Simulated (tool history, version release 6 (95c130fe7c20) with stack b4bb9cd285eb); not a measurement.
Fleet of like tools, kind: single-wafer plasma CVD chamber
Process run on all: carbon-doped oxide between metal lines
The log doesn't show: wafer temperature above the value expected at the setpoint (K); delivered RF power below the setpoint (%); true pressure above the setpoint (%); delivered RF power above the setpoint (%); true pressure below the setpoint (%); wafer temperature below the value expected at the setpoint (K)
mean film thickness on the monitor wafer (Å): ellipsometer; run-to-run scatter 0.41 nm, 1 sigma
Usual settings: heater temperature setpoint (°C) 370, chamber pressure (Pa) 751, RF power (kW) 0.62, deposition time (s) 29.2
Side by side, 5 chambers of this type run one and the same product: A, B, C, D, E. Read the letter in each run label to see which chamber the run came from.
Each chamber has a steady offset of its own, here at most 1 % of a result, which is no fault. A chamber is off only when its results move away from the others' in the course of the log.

run,hour,heater temperature setpoint (°C),chamber pressure (Pa),RF power (kW),deposition time (s),hours since the last thermocouple change,hours since the last RF generator calibration,hours since the last manometer calibration,"read-back reference wafer on the same gauge, thickness_nm",mean film thickness on the monitor wafer (Å)
1A,9.4,370,751,0.62,29.2,388.5,1106.3,1060.8,164.92,1636.3
2D,18.8,370,751,0.62,29.2,1183,270.1,262.1,164.94,1646
3E,24,370,751,0.62,29.2,960.3,615.8,518.8,165.02,1635.8
4C,30.7,370,751,0.62,29.2,2226.3,1741,804.3,165,1634.4
5B,38.3,370,751,0.62,29.2,223.6,656.3,2506,164.96,1631.8
# hour 38.4: chamber E: thermocouple changed; heater temperature recalibrated
6C,49.6,370,751,0.62,29.2,2245.2,1759.9,823.2,165.02,1644.5
# hour 52.1: chamber D: thermocouple changed; heater temperature recalibrated
7E,55.8,370,751,0.62,29.2,17.4,647.6,550.6,165,1645.9
8A,63.5,370,751,0.62,29.2,442.6,1160.4,1114.9,165.01,1624.5
9B,69.1,370,751,0.62,29.2,254.4,687.1,2536.8,164.97,1636.7
10D,76.7,370,751,0.62,29.2,24.6,328,320,164.96,1647.3
11B,85.8,370,751,0.62,29.2,271.1,703.8,2553.5,165.04,1635.2
12A,93.8,370,751,0.62,29.2,472.9,1190.7,1145.2,164.97,1631.7
13D,101,370,751,0.62,29.2,48.9,352.3,344.3,165.04,1641.6
14C,110.3,370,751,0.62,29.2,2305.9,1820.6,883.9,165.07,1643.5
15E,121.5,370,751,0.565,29.2,83.1,713.3,616.3,164.95,1549.3
16B,129.9,370,751,0.565,29.2,315.2,747.9,2597.6,165.08,1553.5
17C,136.9,370,751,0.565,29.2,2332.5,1847.2,910.5,165,1557.8
18D,147.8,370,751,0.565,29.2,95.7,399.1,391.1,164.98,1556.2
19A,153.1,370,751,0.565,29.2,532.2,1250,1204.5,164.95,1536.8
20E,164.2,370,751,0.62,29.2,125.8,756,659,165.09,1640.6
21C,174.3,370,751,0.62,29.2,2369.9,1884.6,947.9,164.91,1639.5
22A,180.2,370,751,0.62,29.2,559.3,1277.1,1231.6,165.01,1625.2
23E,185.4,370,751,0.62,29.2,147,777.2,680.2,164.94,1636.7
24D,194.6,377,833,0.62,29.2,142.5,445.9,437.9,165.02,1647.5
25B,201.9,377,833,0.62,29.2,387.2,819.9,2669.6,165.11,1631.8
26C,213.4,377,833,0.62,29.2,2409,1923.7,987,164.96,1632
27A,219.8,377,833,0.62,29.2,598.9,1316.7,1271.2,165.08,1618.8
28E,229.8,377,833,0.62,29.2,191.4,821.6,724.6,164.98,1634.6
29B,238.7,370,751,0.62,29.2,424,856.7,2706.4,164.96,1648.1
30D,248.4,370,751,0.62,29.2,196.3,499.7,491.7,165.09,1650.3
31A,256,370,751,0.62,29.2,635.1,1352.9,1307.4,164.99,1628.4
32D,265.2,370,751,0.62,29.2,213.1,516.5,508.5,165.02,1656.1

All 5 chambers run these settings next. Forecast each chamber's results:
33A,273.5,378,751,0.62,29.2,,,,,?
33B,273.5,378,751,0.62,29.2,,,,,?
33C,273.5,378,751,0.62,29.2,,,,,?
33D,273.5,378,751,0.62,29.2,,,,,?
33E,273.5,378,751,0.62,29.2,,,,,?

run,mean film thickness on the monitor wafer (Å)
33A,1597.6
33B,1611
33C,1613.6
33D,1620.3
33E,1618.3
